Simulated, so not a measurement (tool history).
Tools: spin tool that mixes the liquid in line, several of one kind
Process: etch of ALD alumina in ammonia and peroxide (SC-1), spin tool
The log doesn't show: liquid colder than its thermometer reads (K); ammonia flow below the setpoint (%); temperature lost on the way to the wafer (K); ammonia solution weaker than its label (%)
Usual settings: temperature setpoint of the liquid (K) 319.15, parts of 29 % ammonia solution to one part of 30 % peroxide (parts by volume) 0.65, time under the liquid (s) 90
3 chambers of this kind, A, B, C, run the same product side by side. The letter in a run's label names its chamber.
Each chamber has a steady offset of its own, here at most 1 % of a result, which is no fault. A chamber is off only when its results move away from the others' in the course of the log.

run,day,temperature setpoint of the liquid (K),parts of 29 % ammonia solution to one part of 30 % peroxide (parts by volume),time under the liquid (s),hours since the thermometer was replaced,hours since the ammonia flow meter was replaced,hours since the heated supply line was repaired,hours since the drum of ammonia solution was connected,"read-back film thickness of the ALD alumina reference wafer, read on the same gauge (nm)",thickness taken off the ALD alumina on a monitor wafer (Å)
1B,0.479,319.15,0.65,90,521.6,453.8,900.5,248.4,110,40.836
2C,0.967,319.15,0.65,90,77.6,1419.9,1820,26,110.01,40.35
3A,1.554,319.15,0.65,90,1345.7,421.9,821.2,194,109.99,41.302
4B,2.112,319.15,0.65,90,560.8,493,939.7,287.6,109.99,40.848
# day 2.292: chamber A: ammonia flow meter replaced
5A,2.471,319.15,0.65,90,1367.7,4.4,843.2,216,110.05,41.247
6C,2.883,319.15,0.65,90,123.6,1465.9,1866,72,110.02,40.652
7C,3.283,319.15,0.65,90,133.2,1475.5,1875.6,81.6,109.98,40.345
8A,3.938,319.15,0.65,90,1402.9,39.6,878.4,251.2,109.96,40.845
# day 4.3: chamber B: heated supply line repaired
9B,4.342,319.15,0.65,90,614.3,546.5,1.1,341.1,110.01,41.066
10A,4.938,319.15,0.65,90,1426.9,63.6,902.4,275.2,110.04,41.021
11B,5.608,319.15,0.65,90,644.7,576.9,31.5,371.5,110,41.508
12C,6.1,319.15,0.65,90,200.8,1543.1,1943.2,149.2,110.01,40.079
13A,6.592,322.65,0.9,90,1466.6,103.3,942.1,314.9,109.96,51.64
14B,7.108,322.65,0.9,90,680.7,612.9,67.5,407.5,110.02,52.235
15C,7.608,322.65,0.9,90,237,1579.3,1979.4,185.4,110,49.817
16B,8.104,319.15,0.65,90,704.6,636.8,91.4,431.4,109.99,41.307
# day 8.125: chamber B: ammonia flow meter replaced
17A,8.775,319.15,0.65,90,1519,155.7,994.5,367.3,109.98,41.123
18C,9.208,319.15,0.65,90,275.4,1617.7,2017.8,223.8,109.98,39.095
19B,9.742,319.15,0.65,90,743.9,38.8,130.7,470.7,110,40.889
20C,10.096,319.15,0.65,90,296.7,1639,2039.1,245.1,109.99,39.082
21A,10.425,319.15,0.65,90,1558.6,195.3,1034.1,406.9,110.02,41.291
22C,10.812,319.15,0.65,90,313.9,1656.2,2056.3,262.3,110,38.556
23A,11.421,319.15,0.65,90,1582.5,219.2,1058,430.8,110.01,41.277
24B,12,319.15,0.65,90,798.1,93,184.9,524.9,110,41.457
25A,12.55,319.15,0.65,90,1609.6,246.3,1085.1,457.9,110,41
26C,13.058,319.15,0.5,90,367.8,1710.1,2110.2,316.2,110,37.171
27B,13.675,319.15,0.5,90,838.3,133.2,225.1,565.1,110,40.152
28C,14.229,319.15,0.5,90,395.9,1738.2,2138.3,344.3,109.99,36.982
29A,14.862,319.15,0.65,90,1665.1,301.8,1140.6,513.4,110.02,40.773

Is one chamber off against the others, does the gauge drift, or is nothing wrong? If a chamber is off, say which, and what the likeliest cause is.

Chamber C drifts away from the others.
Cause: temperature lost on the way to the wafer (K) = 1.36.
The log may not tell that from: liquid colder than its thermometer reads (K).

Here are 4 candidates for chamber C's next run, each the usual settings with a change, their results left as question marks. Which one brings its results back in line with what the others give on the usual settings?
In line means no further than this from the other chambers' mean on the usual settings: thickness taken off the ALD alumina on a monitor wafer (Å) 0.84
30C-1,15.358,316.65,0.65,90,,,,,,?
30C-2,15.358,318.65,0.65,85,,,,,,?
30C-3,15.358,319.65,0.65,95,,,,,,?
30C-4,15.358,321.65,0.65,90,,,,,,?

The other chambers' mean on the usual settings: thickness taken off the ALD alumina on a monitor wafer (Å) 41.154
run,thickness taken off the ALD alumina on a monitor wafer (Å)
30C-1,32.649
30C-2,34.667
30C-3,41.045
30C-4,43.609
30C-3 brings the chamber back in line.
